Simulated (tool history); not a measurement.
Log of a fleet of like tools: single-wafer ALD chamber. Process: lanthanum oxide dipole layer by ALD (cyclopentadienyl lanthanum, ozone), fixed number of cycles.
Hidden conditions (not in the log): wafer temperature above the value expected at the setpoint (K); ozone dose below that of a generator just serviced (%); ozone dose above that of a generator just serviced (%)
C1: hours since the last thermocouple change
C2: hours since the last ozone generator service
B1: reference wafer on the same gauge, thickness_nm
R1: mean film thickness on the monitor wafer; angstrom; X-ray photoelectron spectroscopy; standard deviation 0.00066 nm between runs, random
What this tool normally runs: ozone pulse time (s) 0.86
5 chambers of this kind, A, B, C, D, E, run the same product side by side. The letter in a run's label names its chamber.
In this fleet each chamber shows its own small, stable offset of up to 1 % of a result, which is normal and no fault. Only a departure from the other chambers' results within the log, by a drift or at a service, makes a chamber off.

Run 1A, hour 7.5: usual settings; C1 2953.7; C2 398.2; B1 0.41292. Result: R1 4.6934 angstrom.
Run 2C, hour 17.2: usual settings; C1 1325.3; C2 881.5; B1 0.4128. Result: R1 4.7775 angstrom.
Run 3B, hour 24.1: usual settings; C1 1513.1; C2 853.1; B1 0.41273. Result: R1 4.7219 angstrom.
Run 4E, hour 30.9: usual settings; C1 802.7; C2 957.2; B1 0.41265. Result: R1 4.7521 angstrom.
Run 5D, hour 39.1: usual settings; C1 134.5; C2 398.8; B1 0.41252. Result: R1 4.7519 angstrom.
Run 6E, hour 44.6: usual settings; C1 816.4; C2 970.9; B1 0.41244. Result: R1 4.7605 angstrom.
Run 7A, hour 54: usual settings; C1 3000.2; C2 444.7; B1 0.41243. Result: R1 4.6837 angstrom.
Run 8C, hour 59.1: usual settings; C1 1367.2; C2 923.4; B1 0.41242. Result: R1 4.7699 angstrom.
Run 9D, hour 68.4: usual settings; C1 163.8; C2 428.1; B1 0.4124. Result: R1 4.7459 angstrom.
Run 10B, hour 74.9: usual settings; C1 1563.9; C2 903.9; B1 0.41237. Result: R1 4.7158 angstrom.
Run 11D, hour 83.5: usual settings; C1 178.9; C2 443.2; B1 0.41206. Result: R1 4.752 angstrom.
Run 12C, hour 90.1: usual settings but ozone pulse time (s) 1.1; C1 1398.2; C2 954.4; B1 0.41216. Result: R1 5.1504 angstrom.
Run 13E, hour 95.7: usual settings but ozone pulse time (s) 1.1; C1 867.5; C2 1022; B1 0.41206. Result: R1 5.1382 angstrom.
Run 14A, hour 103.1: usual settings but ozone pulse time (s) 1.1; C1 3049.3; C2 493.8; B1 0.4119. Result: R1 5.0893 angstrom.
Run 15B, hour 109.4: usual settings but ozone pulse time (s) 1.1; C1 1598.4; C2 938.4; B1 0.41188. Result: R1 5.124 angstrom.
Run 16B, hour 118.6: usual settings but ozone pulse time (s) 1.1; C1 1607.6; C2 947.6; B1 0.4118. Result: R1 5.1185 angstrom.
Run 17C, hour 128.5: usual settings but ozone pulse time (s) 0.67; C1 1436.6; C2 992.8; B1 0.41175. Result: R1 4.2936 angstrom.
Run 18E, hour 138.7: usual settings but ozone pulse time (s) 0.67; C1 910.5; C2 1065; B1 0.41161. Result: R1 4.2578 angstrom.
Run 19A, hour 143.8: usual settings but ozone pulse time (s) 0.67; C1 3090; C2 534.5; B1 0.41152. Result: R1 4.2089 angstrom.
Run 20D, hour 153: usual settings but ozone pulse time (s) 0.67; C1 248.4; C2 512.7; B1 0.41135. Result: R1 4.2519 angstrom.
Run 21E, hour 162.9: usual settings but ozone pulse time (s) 0.67; C1 934.7; C2 1089.2; B1 0.41141. Result: R1 4.2666 angstrom.
Run 22D, hour 169.6: usual settings; C1 265; C2 529.3; B1 0.41136. Result: R1 4.7383 angstrom.
Run 23C, hour 174.7: usual settings but ozone pulse time (s) 1.17; C1 1482.8; C2 1039; B1 0.41119. Result: R1 5.231 angstrom.
Run 24A, hour 179.5: usual settings but ozone pulse time (s) 1.17; C1 3125.7; C2 570.2; B1 0.411. Result: R1 5.1505 angstrom.
Run 25B, hour 185.9: usual settings but ozone pulse time (s) 1.17; C1 1674.9; C2 1014.9; B1 0.41113. Result: R1 5.1853 angstrom.
Run 26D, hour 190.5: usual settings but ozone pulse time (s) 1.17; C1 285.9; C2 550.2; B1 0.41109. Result: R1 5.2289 angstrom.
Run 27C, hour 199.3: usual settings but ozone pulse time (s) 1.17; C1 1507.4; C2 1063.6; B1 0.41099. Result: R1 5.2222 angstrom.
At hour 202.2: chamber B: thermocouple changed; heater temperature recalibrated.
Run 28B, hour 204.2: usual settings; C1 2.1; C2 1033.2; B1 0.41108. Result: R1 4.705 angstrom.
Run 29A, hour 212.7: usual settings; C1 3158.9; C2 603.4; B1 0.41091. Result: R1 4.6796 angstrom.
Run 30E, hour 220.8: usual settings; C1 992.6; C2 1147.1; B1 0.4108. Result: R1 4.738 angstrom.
Run 31B, hour 225.9: usual settings; C1 23.8; C2 1054.9; B1 0.41074. Result: R1 4.6971 angstrom.
Run 32D, hour 231.9: usual settings; C1 327.3; C2 591.6; B1 0.41079. Result: R1 4.7315 angstrom.

For the next run the whole fleet of 5 chambers uses the same settings. Give each chamber's results:
Run 33A, hour 239.5: usual settings but ozone pulse time (s) 0.59. Result: R1 ?.
Run 33B, hour 239.5: usual settings but ozone pulse time (s) 0.59. Result: R1 ?.
Run 33C, hour 239.5: usual settings but ozone pulse time (s) 0.59. Result: R1 ?.
Run 33D, hour 239.5: usual settings but ozone pulse time (s) 0.59. Result: R1 ?.
Run 33E, hour 239.5: usual settings but ozone pulse time (s) 0.59. Result: R1 ?.

run      R1
33A  3.9327
33B  3.9498
33C  4.0143
33D  3.9738
33E  4.0026

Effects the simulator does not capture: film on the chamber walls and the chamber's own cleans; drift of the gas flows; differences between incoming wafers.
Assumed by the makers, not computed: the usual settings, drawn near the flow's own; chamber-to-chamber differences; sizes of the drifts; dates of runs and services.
